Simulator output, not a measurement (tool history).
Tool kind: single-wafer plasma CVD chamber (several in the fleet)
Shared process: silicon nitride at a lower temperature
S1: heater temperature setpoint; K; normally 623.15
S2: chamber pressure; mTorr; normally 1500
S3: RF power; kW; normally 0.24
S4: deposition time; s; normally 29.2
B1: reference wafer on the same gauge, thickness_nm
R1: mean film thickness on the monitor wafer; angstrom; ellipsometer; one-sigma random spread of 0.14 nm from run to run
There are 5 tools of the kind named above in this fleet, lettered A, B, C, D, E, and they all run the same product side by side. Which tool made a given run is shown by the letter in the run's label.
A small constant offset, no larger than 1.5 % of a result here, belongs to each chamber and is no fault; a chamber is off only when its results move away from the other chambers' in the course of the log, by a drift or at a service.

run 1C day=0.212 | S1=623.15 S2=1500 S3=0.24 S4=29.2 | B1=34.108 | R1=292.09
run 2E day=0.538 | S1=623.15 S2=1500 S3=0.24 S4=29.2 | B1=34.059 | R1=286.61
run 3A day=0.729 | S1=623.15 S2=1500 S3=0.24 S4=29.2 | B1=34.112 | R1=287.76
run 4B day=1.021 | S1=623.15 S2=1500 S3=0.24 S4=29.2 | B1=34.109 | R1=289.86
-- day=1.121 chamber B: thermocouple changed; heater temperature recalibrated
run 5D day=1.346 | S1=634.15 S2=1500 S3=0.24 S4=29.2 | B1=34.11 | R1=288.32
run 6C day=1.521 | S1=634.15 S2=1500 S3=0.24 S4=29.2 | B1=34.11 | R1=293.04
run 7D day=1.704 | S1=634.15 S2=1500 S3=0.24 S4=29.2 | B1=34.087 | R1=287.23
run 8A day=1.858 | S1=634.15 S2=1500 S3=0.24 S4=29.2 | B1=34.117 | R1=284.86
run 9B day=2.171 | S1=634.15 S2=1500 S3=0.24 S4=29.2 | B1=34.086 | R1=288.13
run 10E day=2.329 | S1=623.15 S2=1500 S3=0.24 S4=29.2 | B1=34.115 | R1=285.39
run 11D day=2.575 | S1=623.15 S2=1500 S3=0.24 S4=29.2 | B1=34.104 | R1=290.17
run 12B day=2.758 | S1=623.15 S2=1500 S3=0.225 S4=29.2 | B1=34.091 | R1=275.41
run 13A day=3.079 | S1=623.15 S2=1500 S3=0.225 S4=29.2 | B1=34.067 | R1=275.07
run 14E day=3.338 | S1=623.15 S2=1500 S3=0.225 S4=29.2 | B1=34.117 | R1=271.69
run 15C day=3.608 | S1=623.15 S2=1500 S3=0.225 S4=29.2 | B1=34.145 | R1=277.7
run 16B day=3.775 | S1=623.15 S2=1500 S3=0.225 S4=29.2 | B1=34.113 | R1=275.11
run 17E day=3.938 | S1=623.15 S2=1500 S3=0.24 S4=29.2 | B1=34.122 | R1=285.49
run 18A day=4.112 | S1=623.15 S2=1500 S3=0.24 S4=29.2 | B1=34.049 | R1=288.04
run 19D day=4.329 | S1=623.15 S2=1500 S3=0.24 S4=29.2 | B1=34.101 | R1=290.93
run 20C day=4.642 | S1=623.15 S2=1500 S3=0.24 S4=29.2 | B1=34.118 | R1=292.39
run 21E day=4.812 | S1=623.15 S2=1500 S3=0.24 S4=29.2 | B1=34.084 | R1=286.11
run 22D day=5.104 | S1=618.15 S2=1500 S3=0.22 S4=29.2 | B1=34.084 | R1=269.79
run 23C day=5.408 | S1=618.15 S2=1500 S3=0.22 S4=29.2 | B1=34.101 | R1=273.78
run 24A day=5.733 | S1=618.15 S2=1500 S3=0.22 S4=29.2 | B1=34.087 | R1=272.66
run 25B day=5.904 | S1=618.15 S2=1500 S3=0.22 S4=29.2 | B1=34.038 | R1=269.81
run 26E day=6.192 | S1=618.15 S2=1500 S3=0.22 S4=29.2 | B1=34.091 | R1=269.3
run 27A day=6.442 | S1=623.15 S2=1500 S3=0.24 S4=29.2 | B1=34.145 | R1=287.64
run 28C day=6.625 | S1=623.15 S2=1500 S3=0.24 S4=29.2 | B1=34.115 | R1=291.16
run 29B day=6.888 | S1=623.15 S2=1500 S3=0.24 S4=29.2 | B1=34.041 | R1=291.66
run 30D day=7.112 | S1=634.15 S2=1500 S3=0.24 S4=31.5 | B1=34.133 | R1=310.75
run 31E day=7.429 | S1=634.15 S2=1500 S3=0.24 S4=31.5 | B1=34.105 | R1=305.53
-- day=7.696 chamber E: capacitance manometer re-zeroed and calibrated
run 32C day=7.746 | S1=634.15 S2=1500 S3=0.24 S4=31.5 | B1=34.086 | R1=312.47
run 33D day=7.892 | S1=634.15 S2=1500 S3=0.24 S4=31.5 | B1=34.131 | R1=312.36
run 34A day=8.046 | S1=634.15 S2=1500 S3=0.24 S4=31.5 | B1=34.111 | R1=308.54
run 35B day=8.275 | S1=623.15 S2=1500 S3=0.24 S4=29.2 | B1=34.102 | R1=286.77
run 36C day=8.458 | S1=623.15 S2=1500 S3=0.24 S4=29.2 | B1=34.097 | R1=293.32
run 37D day=8.708 | S1=623.15 S2=1500 S3=0.24 S4=29.2 | B1=34.09 | R1=291.36
run 38E day=8.921 | S1=623.15 S2=1500 S3=0.24 S4=29.2 | B1=34.064 | R1=284.73

All chambers now run identical settings, listed one chamber a line with results as question marks. What results will each chamber show?
run 39A day=9.158 | S1=623.15 S2=1500 S3=0.265 S4=29.2 | R1=?
run 39B day=9.158 | S1=623.15 S2=1500 S3=0.265 S4=29.2 | R1=?
run 39C day=9.158 | S1=623.15 S2=1500 S3=0.265 S4=29.2 | R1=?
run 39D day=9.158 | S1=623.15 S2=1500 S3=0.265 S4=29.2 | R1=?
run 39E day=9.158 | S1=623.15 S2=1500 S3=0.265 S4=29.2 | R1=?

run=39A R1=307.82
run=39B R1=311.18
run=39C R1=312.53
run=39D R1=312.07
run=39E R1=309.16
